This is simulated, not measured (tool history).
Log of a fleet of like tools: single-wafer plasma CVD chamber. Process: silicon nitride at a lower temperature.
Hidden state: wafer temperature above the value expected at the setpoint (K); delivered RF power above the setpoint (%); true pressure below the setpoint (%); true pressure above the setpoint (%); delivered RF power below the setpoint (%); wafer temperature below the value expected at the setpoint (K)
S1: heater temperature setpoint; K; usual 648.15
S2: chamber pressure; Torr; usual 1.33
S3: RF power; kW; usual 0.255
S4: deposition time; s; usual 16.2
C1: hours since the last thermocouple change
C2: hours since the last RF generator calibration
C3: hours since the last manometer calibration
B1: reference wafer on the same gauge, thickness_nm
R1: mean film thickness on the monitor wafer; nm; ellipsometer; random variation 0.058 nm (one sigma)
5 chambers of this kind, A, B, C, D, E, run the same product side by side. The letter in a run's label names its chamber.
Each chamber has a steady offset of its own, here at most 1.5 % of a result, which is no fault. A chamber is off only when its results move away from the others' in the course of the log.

Run 1C, hour 7.9: usual settings; C1 1694.9; C2 1002.3; C3 1712; B1 17.798. Result: R1 16.186 nm.
Run 2A, hour 11.7: usual settings; C1 1290.8; C2 1104; C3 1092.3; B1 17.798. Result: R1 15.941 nm.
Run 3E, hour 15.5: usual settings; C1 2589.1; C2 775.5; C3 1345.6; B1 17.801. Result: R1 15.919 nm.
Run 4D, hour 22.6: usual settings; C1 408.7; C2 308.4; C3 2081.8; B1 17.785. Result: R1 15.972 nm.
Run 5B, hour 29.7: usual settings; C1 2490; C2 195; C3 274.3; B1 17.806. Result: R1 15.976 nm.
Run 6D, hour 36.8: usual settings; C1 422.9; C2 322.6; C3 2096; B1 17.8. Result: R1 15.944 nm.
Run 7C, hour 42.2: usual settings; C1 1729.2; C2 1036.6; C3 1746.3; B1 17.813. Result: R1 16.227 nm.
Run 8B, hour 47.5: usual settings; C1 2507.8; C2 212.8; C3 292.1; B1 17.793. Result: R1 15.907 nm.
Run 9A, hour 52: usual settings; C1 1331.1; C2 1144.3; C3 1132.6; B1 17.796. Result: R1 15.785 nm.
Run 10E, hour 55.7: usual settings; C1 2629.3; C2 815.7; C3 1385.8; B1 17.804. Result: R1 15.818 nm.
At hour 60.9: chamber E: RF generator calibrated.
Run 11C, hour 61.3: usual settings; C1 1748.3; C2 1055.7; C3 1765.4; B1 17.818. Result: R1 16.182 nm.
At hour 67.7: chamber B: thermocouple changed; heater temperature recalibrated.
Run 12B, hour 68.4: usual settings but S2 1.56 Torr; C1 0.8; C2 233.7; C3 313; B1 17.803. Result: R1 16.741 nm.
Run 13A, hour 74.5: usual settings but S2 1.56 Torr; C1 1353.6; C2 1166.8; C3 1155.1; B1 17.799. Result: R1 16.609 nm.
Run 14E, hour 81.9: usual settings but S2 1.56 Torr; C1 2655.5; C2 21.1; C3 1412; B1 17.786. Result: R1 16.66 nm.
Run 15D, hour 87.3: usual settings but S2 1.56 Torr; C1 473.4; C2 373.1; C3 2146.5; B1 17.786. Result: R1 16.722 nm.
Run 16A, hour 93.6: usual settings but S2 1.56 Torr; C1 1372.7; C2 1185.9; C3 1174.2; B1 17.793. Result: R1 16.534 nm.
Run 17B, hour 101.6: usual settings; C1 34; C2 266.9; C3 346.2; B1 17.807. Result: R1 16.103 nm.
Run 18D, hour 106.9: usual settings; C1 493; C2 392.7; C3 2166.1; B1 17.808. Result: R1 15.955 nm.
Run 19E, hour 113.1: usual settings; C1 2686.7; C2 52.3; C3 1443.2; B1 17.791. Result: R1 15.908 nm.
Run 20C, hour 118.3: usual settings; C1 1805.3; C2 1112.7; C3 1822.4; B1 17.799. Result: R1 16.17 nm.
Run 21B, hour 122.8: usual settings; C1 55.2; C2 288.1; C3 367.4; B1 17.787. Result: R1 15.988 nm.
Run 22A, hour 126.6: usual settings; C1 1405.7; C2 1218.9; C3 1207.2; B1 17.807. Result: R1 15.814 nm.
Run 23E, hour 134.2: usual settings; C1 2707.8; C2 73.4; C3 1464.3; B1 17.808. Result: R1 15.87 nm.
Run 24C, hour 141.6: usual settings; C1 1828.6; C2 1136; C3 1845.7; B1 17.794. Result: R1 16.175 nm.
Run 25D, hour 147.3: usual settings; C1 533.4; C2 433.1; C3 2206.5; B1 17.795. Result: R1 15.888 nm.
Run 26E, hour 154.8: usual settings; C1 2728.4; C2 94; C3 1484.9; B1 17.797. Result: R1 16.033 nm.
Run 27A, hour 158.7: usual settings; C1 1437.8; C2 1251; C3 1239.3; B1 17.807. Result: R1 15.772 nm.
Run 28D, hour 165.9: usual settings; C1 552; C2 451.7; C3 2225.1; B1 17.79. Result: R1 16.006 nm.
Run 29C, hour 169.7: usual settings; C1 1856.7; C2 1164.1; C3 1873.8; B1 17.803. Result: R1 16.202 nm.
Run 30B, hour 175.4: usual settings; C1 107.8; C2 340.7; C3 420; B1 17.804. Result: R1 15.956 nm.
Run 31C, hour 182.8: usual settings; C1 1869.8; C2 1177.2; C3 1886.9; B1 17.798. Result: R1 16.177 nm.
At hour 187.3: chamber E: thermocouple changed; heater temperature recalibrated.
Run 32A, hour 188.1: usual settings; C1 1467.2; C2 1280.4; C3 1268.7; B1 17.785. Result: R1 15.724 nm.
Run 33E, hour 195.5: usual settings; C1 8.3; C2 134.7; C3 1525.6; B1 17.791. Result: R1 15.962 nm.
Run 34D, hour 200.1: usual settings; C1 586.2; C2 485.9; C3 2259.3; B1 17.799. Result: R1 15.858 nm.

All 5 chambers run these settings next. Forecast each chamber's results:
Run 35A, hour 205.9: usual settings. Result: R1 ?.
Run 35B, hour 205.9: usual settings. Result: R1 ?.
Run 35C, hour 205.9: usual settings. Result: R1 ?.
Run 35D, hour 205.9: usual settings. Result: R1 ?.
Run 35E, hour 205.9: usual settings. Result: R1 ?.

run      R1
35A  15.793
35B  16.005
35C  16.153
35D  15.906
35E  15.931
